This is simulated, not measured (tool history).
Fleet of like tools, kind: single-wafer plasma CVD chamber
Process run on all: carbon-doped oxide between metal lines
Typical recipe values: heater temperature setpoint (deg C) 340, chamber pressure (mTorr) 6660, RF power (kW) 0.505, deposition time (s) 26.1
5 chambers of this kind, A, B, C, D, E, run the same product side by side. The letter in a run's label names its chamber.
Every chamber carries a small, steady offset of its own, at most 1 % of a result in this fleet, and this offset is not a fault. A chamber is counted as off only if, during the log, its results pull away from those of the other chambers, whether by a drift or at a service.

run	hour	heater temperature setpoint (deg C)	chamber pressure (mTorr)	RF power (kW)	deposition time (s)	read-back reference wafer on the same gauge, thickness_nm	mean film thickness on the monitor wafer (Å)
1C	8.6	340	6660	0.505	26.1	148.07	1426.1
2A	13	340	6660	0.505	26.1	148.04	1419.6
3E	19	340	6660	0.505	26.1	147.92	1428.6
4B	27.9	340	6660	0.505	26.1	148.05	1430.4
# hour 29.3: chamber A: thermocouple changed; heater temperature recalibrated
5D	32.5	340	6660	0.505	26.1	148.16	1419.2
6A	40.9	340	7770	0.505	26.1	148.01	1440.8
7C	47.2	340	7770	0.505	26.1	147.95	1444.5
8E	56.2	340	7770	0.505	26.1	148.05	1448.2
9D	64	340	7770	0.505	26.1	148.02	1435.7
10B	69.4	340	7770	0.505	26.1	147.94	1443.3
11C	77	340	6660	0.505	26.1	147.98	1429.3
12A	84.3	329	6660	0.505	28.5	147.97	1610.7
# hour 89.5: chamber E: RF generator calibrated
13E	89.5	329	6660	0.505	28.5	148.02	1619.8
14D	97.6	329	6660	0.505	28.5	147.94	1611
15B	106.3	329	6660	0.505	28.5	148.03	1627.6
16C	113.6	329	6660	0.505	28.5	148.06	1618.6
17D	120.6	333	6660	0.505	29.3	147.98	1633.1
18E	126.3	333	6660	0.505	29.3	148.07	1635.6
19B	132.1	333	6660	0.505	29.3	148.03	1647
20A	138.1	333	6660	0.505	29.3	148.11	1632.8
21B	143.5	333	6660	0.505	29.3	147.99	1636.3
22A	151.1	340	6660	0.505	26.1	148.03	1434.7
23D	155.8	340	6660	0.505	26.1	147.9	1424.3
24E	164.6	340	6660	0.505	26.1	147.99	1429.5
25C	172.8	340	6660	0.505	26.1	148.01	1424.4
26C	178.5	340	6660	0.505	26.1	148.08	1428.6
27D	185.2	340	6660	0.505	26.1	148	1428.3
28A	193.3	340	6660	0.505	26.1	148.08	1423.9
29B	197.9	340	6660	0.505	26.1	147.94	1428.1
# hour 200.2: chamber D: capacitance manometer re-zeroed and calibrated
30E	206.5	340	6660	0.505	26.1	148.07	1428.1
31A	212.3	340	6660	0.505	26.1	148.02	1427.9
32C	220.4	340	6660	0.505	26.1	147.92	1430.3
33D	228	340	6660	0.505	26.1	147.98	1416.8
34B	235.9	352	6660	0.425	26.1	148.04	1226.9
35E	243.9	352	6660	0.425	26.1	147.98	1227.9
36A	250.8	352	6660	0.425	26.1	148.03	1218.5
# hour 253.7: chamber C: thermocouple changed; heater temperature recalibrated
37E	256.5	352	6660	0.425	26.1	148.01	1229
38C	261.2	352	6660	0.425	26.1	147.98	1224.4
39D	267.5	340	6660	0.465	26.1	147.96	1350.4
40B	274.2	340	6660	0.465	26.1	147.96	1357
41C	278.6	340	6660	0.465	26.1	147.97	1349.6
42E	285.8	340	6660	0.465	26.1	148.04	1356
43A	290.8	340	6660	0.465	26.1	147.94	1343.1

Is one chamber out of step, is the gauge drifting, or do the chambers differ by no more than their own small offsets? For an off chamber, give its letter and the likeliest cause.

No chamber stands off beyond its own small offset, and the gauge holds steady.
